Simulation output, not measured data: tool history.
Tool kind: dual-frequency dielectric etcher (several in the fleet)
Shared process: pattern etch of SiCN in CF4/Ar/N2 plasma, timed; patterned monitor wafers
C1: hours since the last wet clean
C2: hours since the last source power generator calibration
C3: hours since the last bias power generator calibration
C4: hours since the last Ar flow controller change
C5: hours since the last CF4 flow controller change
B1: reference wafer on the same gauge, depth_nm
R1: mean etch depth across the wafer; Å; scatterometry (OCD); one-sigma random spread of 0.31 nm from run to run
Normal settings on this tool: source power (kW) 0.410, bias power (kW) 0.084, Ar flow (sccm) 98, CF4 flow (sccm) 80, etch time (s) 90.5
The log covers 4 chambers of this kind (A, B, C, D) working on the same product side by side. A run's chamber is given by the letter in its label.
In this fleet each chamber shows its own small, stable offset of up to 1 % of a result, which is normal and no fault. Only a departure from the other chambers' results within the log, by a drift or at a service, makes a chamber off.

Run 1B, day 0.100: usual settings; C1 132.8; C2 4702.3; C3 1936.7; C4 592.8; C5 4088.6; B1 67.903. Result: R1 781.16 Å.
Run 2D, day 0.204: usual settings; C1 409.0; C2 1345.0; C3 4422.9; C4 976.2; C5 245.7; B1 67.922. Result: R1 772.98 Å.
Run 3C, day 0.383: usual settings; C1 244.5; C2 561.4; C3 3120.6; C4 1950.8; C5 1113.1; B1 67.861. Result: R1 772.19 Å.
Run 4A, day 0.604: usual settings; C1 513.3; C2 365.8; C3 211.3; C4 98.2; C5 3483.9; B1 67.952. Result: R1 774.77 Å.
Run 5D, day 0.788: usual settings; C1 423.0; C2 1359.0; C3 4436.9; C4 990.2; C5 259.7; B1 67.893. Result: R1 775.08 Å.
Run 6B, day 0.921: usual settings; C1 152.5; C2 4722.0; C3 1956.4; C4 612.5; C5 4108.3; B1 67.920. Result: R1 781.94 Å.
Run 7C, day 1.029: usual settings but source power (kW) 0.320, CF4 flow (sccm) 71; C1 260.0; C2 576.9; C3 3136.1; C4 1966.3; C5 1128.6; B1 67.858. Result: R1 616.57 Å.
Run 8A, day 1.225: usual settings but source power (kW) 0.320, CF4 flow (sccm) 71; C1 528.2; C2 380.7; C3 226.2; C4 113.1; C5 3498.8; B1 67.918. Result: R1 615.09 Å.
Run 9B, day 1.412: usual settings but source power (kW) 0.320, CF4 flow (sccm) 71; C1 164.3; C2 4733.8; C3 1968.2; C4 624.3; C5 4120.1; B1 67.890. Result: R1 619.62 Å.
Run 10A, day 1.621: usual settings but source power (kW) 0.320, CF4 flow (sccm) 71; C1 537.7; C2 390.2; C3 235.7; C4 122.6; C5 3508.3; B1 67.971. Result: R1 616.13 Å.
Run 11C, day 1.850: usual settings; C1 279.7; C2 596.6; C3 3155.8; C4 1986.0; C5 1148.3; B1 67.899. Result: R1 769.16 Å.
Run 12D, day 2.012: usual settings; C1 452.4; C2 1388.4; C3 4466.3; C4 1019.6; C5 289.1; B1 67.835. Result: R1 771.51 Å.
Run 13B, day 2.196: usual settings; C1 183.1; C2 4752.6; C3 1987.0; C4 643.1; C5 4138.9; B1 67.908. Result: R1 776.70 Å.
Run 14C, day 2.321: usual settings; C1 291.0; C2 607.9; C3 3167.1; C4 1997.3; C5 1159.6; B1 67.896. Result: R1 775.63 Å.
At day 2.333: chamber D: wet clean of the chamber.
Run 15D, day 2.429: usual settings; C1 2.3; C2 1398.4; C3 4476.3; C4 1029.6; C5 299.1; B1 67.943. Result: R1 771.62 Å.
Run 16A, day 2.646: usual settings; C1 562.3; C2 414.8; C3 260.3; C4 147.2; C5 3532.9; B1 67.967. Result: R1 771.99 Å.
Run 17C, day 2.750: usual settings; C1 301.3; C2 618.2; C3 3177.4; C4 2007.6; C5 1169.9; B1 67.935. Result: R1 773.61 Å.
Run 18B, day 2.858: usual settings; C1 199.0; C2 4768.5; C3 2002.9; C4 659.0; C5 4154.8; B1 67.961. Result: R1 780.26 Å.
Run 19D, day 3.042: usual settings but etch time (s) 70.0; C1 17.0; C2 1413.1; C3 4491.0; C4 1044.3; C5 313.8; B1 67.835. Result: R1 601.59 Å.
Run 20A, day 3.242: usual settings but etch time (s) 70.0; C1 576.6; C2 429.1; C3 274.6; C4 161.5; C5 3547.2; B1 67.861. Result: R1 600.20 Å.
At day 3.446: chamber B: source power generator calibrated.
Run 21C, day 3.458: usual settings but etch time (s) 70.0; C1 318.3; C2 635.2; C3 3194.4; C4 2024.6; C5 1186.9; B1 67.955. Result: R1 597.29 Å.
Run 22A, day 3.658: usual settings but etch time (s) 70.0; C1 586.6; C2 439.1; C3 284.6; C4 171.5; C5 3557.2; B1 67.903. Result: R1 599.05 Å.
Run 23B, day 3.842: usual settings but etch time (s) 104.5; C1 222.6; C2 9.6; C3 2026.5; C4 682.6; C5 4178.4; B1 67.876. Result: R1 906.48 Å.
Run 24D, day 4.058: usual settings but etch time (s) 104.5; C1 41.4; C2 1437.5; C3 4515.4; C4 1068.7; C5 338.2; B1 67.963. Result: R1 887.61 Å.
Run 25D, day 4.200: usual settings but etch time (s) 104.5; C1 44.8; C2 1440.9; C3 4518.8; C4 1072.1; C5 341.6; B1 67.835. Result: R1 890.66 Å.
At day 4.254: chamber A: wet clean of the chamber.
Run 26B, day 4.392: usual settings but etch time (s) 104.5; C1 235.8; C2 22.8; C3 2039.7; C4 695.8; C5 4191.6; B1 67.917. Result: R1 897.87 Å.
Run 27C, day 4.525: usual settings; C1 343.9; C2 660.8; C3 3220.0; C4 2050.2; C5 1212.5; B1 67.958. Result: R1 769.65 Å.
Run 28A, day 4.662: usual settings; C1 9.8; C2 463.2; C3 308.7; C4 195.6; C5 3581.3; B1 67.951. Result: R1 772.55 Å.
Run 29B, day 4.788: usual settings; C1 245.3; C2 32.3; C3 2049.2; C4 705.3; C5 4201.1; B1 67.920. Result: R1 778.43 Å.
Run 30D, day 4.958: usual settings; C1 63.0; C2 1459.1; C3 4537.0; C4 1090.3; C5 359.8; B1 67.831. Result: R1 777.81 Å.
Run 31A, day 5.162: usual settings; C1 21.8; C2 475.2; C3 320.7; C4 207.6; C5 3593.3; B1 67.902. Result: R1 773.95 Å.
Run 32C, day 5.346: usual settings; C1 363.6; C2 680.5; C3 3239.7; C4 2069.9; C5 1232.2; B1 67.866. Result: R1 762.30 Å.
Run 33D, day 5.542: usual settings; C1 77.0; C2 1473.1; C3 4551.0; C4 1104.3; C5 373.8; B1 67.896. Result: R1 770.47 Å.
Run 34C, day 5.650: usual settings; C1 370.9; C2 687.8; C3 3247.0; C4 2077.2; C5 1239.5; B1 67.896. Result: R1 760.31 Å.
Run 35A, day 5.879: usual settings; C1 39.0; C2 492.4; C3 337.9; C4 224.8; C5 3610.5; B1 67.884. Result: R1 773.64 Å.
Run 36B, day 6.092: usual settings; C1 276.6; C2 63.6; C3 2080.5; C4 736.6; C5 4232.4; B1 67.842. Result: R1 780.40 Å.
Run 37A, day 6.308: usual settings; C1 49.3; C2 502.7; C3 348.2; C4 235.1; C5 3620.8; B1 67.884. Result: R1 775.60 Å.
Run 38C, day 6.512: usual settings; C1 391.6; C2 708.5; C3 3267.7; C4 2097.9; C5 1260.2; B1 67.926. Result: R1 754.50 Å.
Run 39D, day 6.621: usual settings; C1 102.9; C2 1499.0; C3 4576.9; C4 1130.2; C5 399.7; B1 67.942. Result: R1 775.13 Å.
Run 40B, day 6.804: usual settings; C1 293.7; C2 80.7; C3 2097.6; C4 753.7; C5 4249.5; B1 67.888. Result: R1 773.62 Å.
Run 41B, day 6.942: usual settings; C1 297.0; C2 84.0; C3 2100.9; C4 757.0; C5 4252.8; B1 67.941. Result: R1 779.53 Å.
Run 42C, day 7.138: usual settings but Ar flow (sccm) 113, CF4 flow (sccm) 63; C1 406.6; C2 723.5; C3 3282.7; C4 2112.9; C5 1275.2; B1 67.907. Result: R1 712.11 Å.
Run 43A, day 7.342: usual settings but Ar flow (sccm) 113, CF4 flow (sccm) 63; C1 74.1; C2 527.5; C3 373.0; C4 259.9; C5 3645.6; B1 67.893. Result: R1 734.86 Å.
Run 44D, day 7.500: usual settings but Ar flow (sccm) 113, CF4 flow (sccm) 63; C1 124.0; C2 1520.1; C3 4598.0; C4 1151.3; C5 420.8; B1 67.869. Result: R1 734.29 Å.

Decide between three cases: one chamber stands off from its peers, the gauge reading all wafers drifts, or nothing is wrong past each chamber's small offset. Where a chamber is off, say which and what most likely put it there.

Chamber C drifts away from the others.
Likeliest cause: etch rate under this chamber's usual, % = 3.44.
The log may not tell that from: source power that arrives under what is set, %.

Which of the 4 candidates below, each the usual settings with something changed and its results left as question marks, puts chamber C back in line with what the other chambers give on the usual settings?
In-line tolerance around the mean of the other chambers on the usual settings: R1 11.00 Å
Run 45C-1, day 7.662: usual settings but etch time (s) 87.0. Result: R1 ?.
Run 45C-2, day 7.662: usual settings but source power (kW) 0.430. Result: R1 ?.
Run 45C-3, day 7.662: usual settings but bias power (kW) 0.085, Ar flow (sccm) 97, etch time (s) 96.5. Result: R1 ?.
Run 45C-4, day 7.662: usual settings but source power (kW) 0.400, bias power (kW) 0.083, etch time (s) 86.5. Result: R1 ?.

What the other chambers average on the usual settings: R1 775.69 Å
  run      R1
45C-1  717.82
45C-2  778.09
45C-3  800.66
45C-4  695.65
Change 45C-2 lands the chamber within the allowed miss of the other chambers.
